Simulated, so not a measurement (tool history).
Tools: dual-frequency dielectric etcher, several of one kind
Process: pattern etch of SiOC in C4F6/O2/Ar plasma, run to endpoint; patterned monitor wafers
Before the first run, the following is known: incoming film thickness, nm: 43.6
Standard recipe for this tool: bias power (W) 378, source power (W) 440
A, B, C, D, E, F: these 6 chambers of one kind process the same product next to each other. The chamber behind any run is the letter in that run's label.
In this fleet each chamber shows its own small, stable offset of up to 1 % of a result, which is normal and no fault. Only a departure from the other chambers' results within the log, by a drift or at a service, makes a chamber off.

run,hour,bias power (W),source power (W),endpoint time (s)
# hour 1.2: chamber A: source power generator calibrated
1F,7.2,378,440,15.572
# hour 13.8: chamber E: wet clean of the chamber
2D,14.7,378,440,15.644
3C,21.1,378,440,15.852
4A,28.5,378,440,15.629
5B,34.2,378,440,15.781
6E,40.2,445,440,14.830
7F,45.8,445,440,14.772
8C,51.6,445,440,14.734
9D,57.5,445,440,14.809
10B,65.1,445,440,14.896
11A,69.5,445,440,14.748
12E,76.6,378,440,15.717
13F,83.2,378,440,15.732
14C,90.0,461,440,14.743
15E,96.0,461,440,14.653
16A,100.1,461,440,14.455
17D,103.7,461,440,14.630
18B,107.1,461,440,14.703
19F,114.3,461,440,14.542
20C,121.6,378,440,15.807
21B,128.0,378,440,15.786
22D,132.1,378,440,15.754
23E,137.5,378,440,15.746
24A,141.6,378,440,15.569
# hour 145.4: chamber C: wet clean of the chamber
25A,149.0,293,440,17.121
26B,154.4,293,440,17.318
27D,158.0,293,440,17.200
28C,163.1,293,440,17.619
# hour 163.8: chamber B: bias power generator calibrated
29F,169.5,293,440,17.223
30E,175.9,293,440,17.100
31C,182.0,378,440,16.132
32B,187.7,378,440,15.840
33E,193.4,378,440,15.787
# hour 194.7: chamber A: wet clean of the chamber
34A,199.7,378,440,15.581
35D,204.3,378,520,14.735
36F,209.1,378,520,14.769
37C,212.5,378,520,15.188
38A,218.3,378,520,14.685
39B,224.4,378,520,14.887
# hour 226.2: chamber F: wet clean of the chamber
40D,230.3,378,520,14.692
41F,234.4,378,440,15.613
42E,239.7,378,440,15.665
43F,245.5,378,440,15.611

What goes on in this fleet: one chamber off, a drifting gauge, or nothing beyond the chambers' own small offsets? Name the chamber and the cause, if any.

A service left chamber C off against the others.
Cause: etch rate under this chamber's usual, % = 2.9.

Which of the 4 candidates below, each the usual settings with something changed and its results left as question marks, puts chamber C back in line with what the other chambers give on the usual settings?
In line here means within this much of the mean the other chambers give on the usual settings: endpoint time (s) 0.190
44C-1,250.9,365,440,?
44C-2,250.9,378,400,?
44C-3,250.9,378,480,?
44C-4,250.9,378,450,?

The other chambers' mean on the usual settings: endpoint time (s) 15.695
run,endpoint time (s)
44C-1,16.432
44C-2,16.824
44C-3,15.705
44C-4,16.092
The right change is 44C-3: it brings the chamber back within the allowed miss of the others.
